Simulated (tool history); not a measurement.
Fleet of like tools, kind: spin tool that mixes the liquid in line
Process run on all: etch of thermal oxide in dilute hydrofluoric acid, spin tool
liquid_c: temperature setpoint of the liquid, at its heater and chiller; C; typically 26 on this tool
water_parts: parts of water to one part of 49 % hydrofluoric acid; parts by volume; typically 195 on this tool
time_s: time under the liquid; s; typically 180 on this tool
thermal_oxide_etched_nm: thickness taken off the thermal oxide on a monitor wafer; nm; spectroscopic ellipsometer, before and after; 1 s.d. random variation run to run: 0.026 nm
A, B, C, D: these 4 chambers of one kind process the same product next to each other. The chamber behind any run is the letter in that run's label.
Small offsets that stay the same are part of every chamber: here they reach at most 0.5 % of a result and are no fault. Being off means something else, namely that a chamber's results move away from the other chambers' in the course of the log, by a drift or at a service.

run	day	liquid_c	water_parts	time_s	hours since the thermometer was replaced	hours since the hydrofluoric acid flow meter was replaced	read-back film thickness of the thermal oxide reference wafer, read on the same gauge (nm)	thermal_oxide_etched_nm
1A	0.312	26	195	180	250.6	343.2	89.988	4.4077
2C	0.671	26	195	180	507.1	1520.5	89.973	4.5089
3B	1.133	26	195	180	645.1	526.1	89.997	4.4929
4D	1.379	26	195	180	1220.9	107	89.971	4.4528
5D	1.75	26	195	180	1229.8	115.9	89.999	4.5202
6B	2	26	195	180	665.9	546.9	90.011	4.5213
7A	2.383	29.5	145	180	300.3	392.9	89.978	7.2651
8C	2.725	29.5	145	180	556.4	1569.8	89.968	7.2199
9B	3.067	29.5	145	180	691.5	572.5	90.016	7.3162
10D	3.571	29.5	145	180	1273.5	159.6	90.003	7.3027
11A	4.079	26	115	180	341	433.6	90.01	8.5277
12C	4.429	26	115	180	597.3	1610.7	90.002	8.3755
13D	4.8	26	115	180	1303	189.1	90.043	8.4213
14B	5.292	26	115	180	744.9	625.9	90.009	8.3295
15A	5.575	26	130	180	376.9	469.5	89.973	7.3626
16C	5.975	26	130	180	634.4	1647.8	90.016	7.1328
17D	6.342	26	130	180	1340	226.1	90.008	7.4003
18C	6.704	26	130	180	651.9	1665.3	90.051	7.2645
19A	7.146	26	195	180	414.6	507.2	89.981	4.4487
20B	7.529	22	195	75	798.6	679.6	90.019	1.6122
21C	7.85	22	195	75	679.4	1692.8	89.966	1.6201
22D	8.079	22	195	75	1381.7	267.8	90.009	1.6515
23A	8.542	22	195	75	448.1	540.7	89.962	1.6062
24B	9.004	26	160	240	834	715	90.001	7.6291
25B	9.329	26	160	240	841.8	722.8	90.007	7.5553
26A	9.812	26	160	240	478.6	571.2	89.96	7.5824
27C	10.071	26	160	240	732.7	1746.1	89.987	7.5488
28D	10.554	26	195	180	1441.1	327.2	90.02	4.6345
29A	10.95	26	195	180	505.9	598.5	90.04	4.5027
30C	11.358	26	195	180	763.6	1777	90.008	4.4972
31B	11.808	26	195	180	901.3	782.3	90.039	4.5185
# day 11.962: chamber C: hydrofluoric acid flow meter replaced
32D	12.254	26	195	180	1481.9	368	90.006	4.6486
33C	12.508	26	195	180	791.2	13.1	90.007	4.5694
34B	12.992	26	195	180	929.7	810.7	89.993	4.4748
35D	13.329	26	195	180	1507.7	393.8	89.98	4.7121
36A	13.808	26	110	230	574.5	667.1	89.973	11.311
37D	14.05	26	110	230	1525	411.1	90.038	11.712

Has any chamber moved away from the others, gradually or after a service, or does the common gauge drift, or do the chambers differ only by their own small steady offsets? State the chamber and the most likely cause if one applies.

Little by little, chamber D moves away from the other chambers.
Likeliest cause: liquid hotter than its thermometer reads (K) = 1.31.
The log may not separate it from: hydrofluoric acid flow above the setpoint (%).

Which of the 4 candidates below, each the usual settings with something changed and its results left as question marks, puts chamber D back in line with what the other chambers give on the usual settings?
Counts as in line when no further than this from what the other chambers average on the usual settings: thermal_oxide_etched_nm 0.091 nm
38D-1	14.421	24.5	195	180				?
38D-2	14.421	26	195	165				?
38D-3	14.421	26	195	190				?
38D-4	14.421	26	190	190				?

Mean of the other chambers on the usual settings: thermal_oxide_etched_nm 4.4939 nm
run	thermal_oxide_etched_nm
38D-1	4.4567
38D-2	4.3092
38D-3	4.9621
38D-4	5.1209
The right change is 38D-1: it brings the chamber back within the allowed miss of the others.

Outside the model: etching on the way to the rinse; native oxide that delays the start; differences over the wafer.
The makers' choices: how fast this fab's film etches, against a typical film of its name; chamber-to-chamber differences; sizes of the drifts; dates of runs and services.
